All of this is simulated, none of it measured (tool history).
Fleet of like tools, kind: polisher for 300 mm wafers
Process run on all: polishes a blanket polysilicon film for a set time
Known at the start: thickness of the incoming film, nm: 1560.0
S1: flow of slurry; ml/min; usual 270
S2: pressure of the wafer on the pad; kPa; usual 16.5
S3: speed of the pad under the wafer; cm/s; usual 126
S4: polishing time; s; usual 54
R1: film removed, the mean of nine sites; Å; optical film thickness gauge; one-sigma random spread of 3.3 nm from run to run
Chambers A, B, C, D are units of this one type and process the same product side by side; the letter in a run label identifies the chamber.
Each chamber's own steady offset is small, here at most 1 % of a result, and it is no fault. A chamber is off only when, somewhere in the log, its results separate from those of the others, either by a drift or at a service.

run,hour,S1,S2,S3,S4,R1
1C,4.5,270,16.5,126,54,4254.1
2B,8.3,270,16.5,126,54,4197.0
# hour 8.8: chamber D: worn pad replaced by a new one
3D,14.0,270,16.5,126,54,4172.6
4A,20.4,270,16.5,126,54,4307.2
5C,26.5,270,16.5,126,54,4227.7
# hour 26.7: chamber A: head pressure recalibrated
6B,29.7,270,16.5,126,54,4192.2
# hour 33.6: chamber B: worn pad replaced by a new one
7D,33.7,270,16.5,126,54,4290.6
# hour 33.9: chamber A: worn pad replaced by a new one
8A,39.0,270,16.5,126,54,4245.3
9D,42.3,270,16.5,126,54,4197.8
10A,46.7,270,16.5,126,54,4230.9
11B,51.3,270,16.5,126,54,4130.1
12C,54.0,270,16.5,126,54,4244.4
13B,57.0,270,16.5,126,54,4249.0
14A,60.1,270,16.5,126,54,4194.8
15C,63.2,220,20.7,126,54,5237.8
16D,69.5,220,20.7,126,54,5083.5
17C,74.1,220,20.7,126,54,5167.2
18D,78.9,220,20.7,126,54,5042.6
19A,84.5,270,16.5,126,54,4236.9
# hour 88.2: chamber D: slurry nozzle cleaned
20B,88.2,300,16.5,126,54,4229.5
21B,91.9,300,16.5,126,54,4245.3
22A,95.9,300,16.5,126,54,4277.0
23C,100.6,300,16.5,126,54,4201.1
# hour 103.3: chamber B: worn pad replaced by a new one
24D,106.1,270,16.5,126,54,4222.2
25A,111.3,270,16.5,126,54,4230.3
26B,116.6,270,16.5,126,54,4230.9
27C,122.1,270,16.5,126,54,4065.5
28D,128.4,270,16.5,126,54,4223.9
29C,132.8,270,16.5,100,54,3213.7
30D,137.6,270,16.5,100,54,3352.2
31A,142.9,270,16.5,100,54,3398.1
32B,148.4,270,16.5,100,54,3383.9
33D,152.3,270,16.5,126,42,3247.0
34A,156.6,270,16.5,126,42,3280.1
35C,162.1,270,16.5,126,42,3050.3
# hour 163.5: chamber A: worn pad replaced by a new one
# hour 164.7: chamber D: worn pad replaced by a new one
36B,164.9,270,16.5,126,42,3287.2
37B,169.4,270,16.5,126,54,4189.6
38C,172.2,270,16.5,126,70,5017.1
39D,175.3,270,16.5,126,70,5467.5
40A,178.9,270,16.5,126,70,5450.1
41C,185.1,270,16.5,126,70,5051.1

What goes on in this fleet: one chamber off, a drifting gauge, or nothing beyond the chambers' own small offsets? Name the chamber and the cause, if any.

Little by little, chamber C moves away from the other chambers.
What lies behind it: removal rate lost through wear of the pad, % = 9.7.
From this log alone, it may not be told apart from: head's pressure below its setpoint, %.

Here are 4 candidates for chamber C's next run, each the usual settings with a change, their results left as question marks. Which one brings its results back in line with what the others give on the usual settings?
To be in line, a result may differ from the other chambers' mean on the usual settings by at most: R1 120.0 Å
42C-1,189.6,270,16.5,126,49,?
42C-2,189.6,270,17.2,130,55,?
42C-3,189.6,270,16.5,124,53,?
42C-4,189.6,270,17.2,126,54,?

The mean the other chambers reach with the usual settings: R1 4213.1 Å
run,R1
42C-1,3509.2
42C-2,4231.5
42C-3,3736.4
42C-4,4028.6
42C-2 puts the chamber back in line with the other chambers.
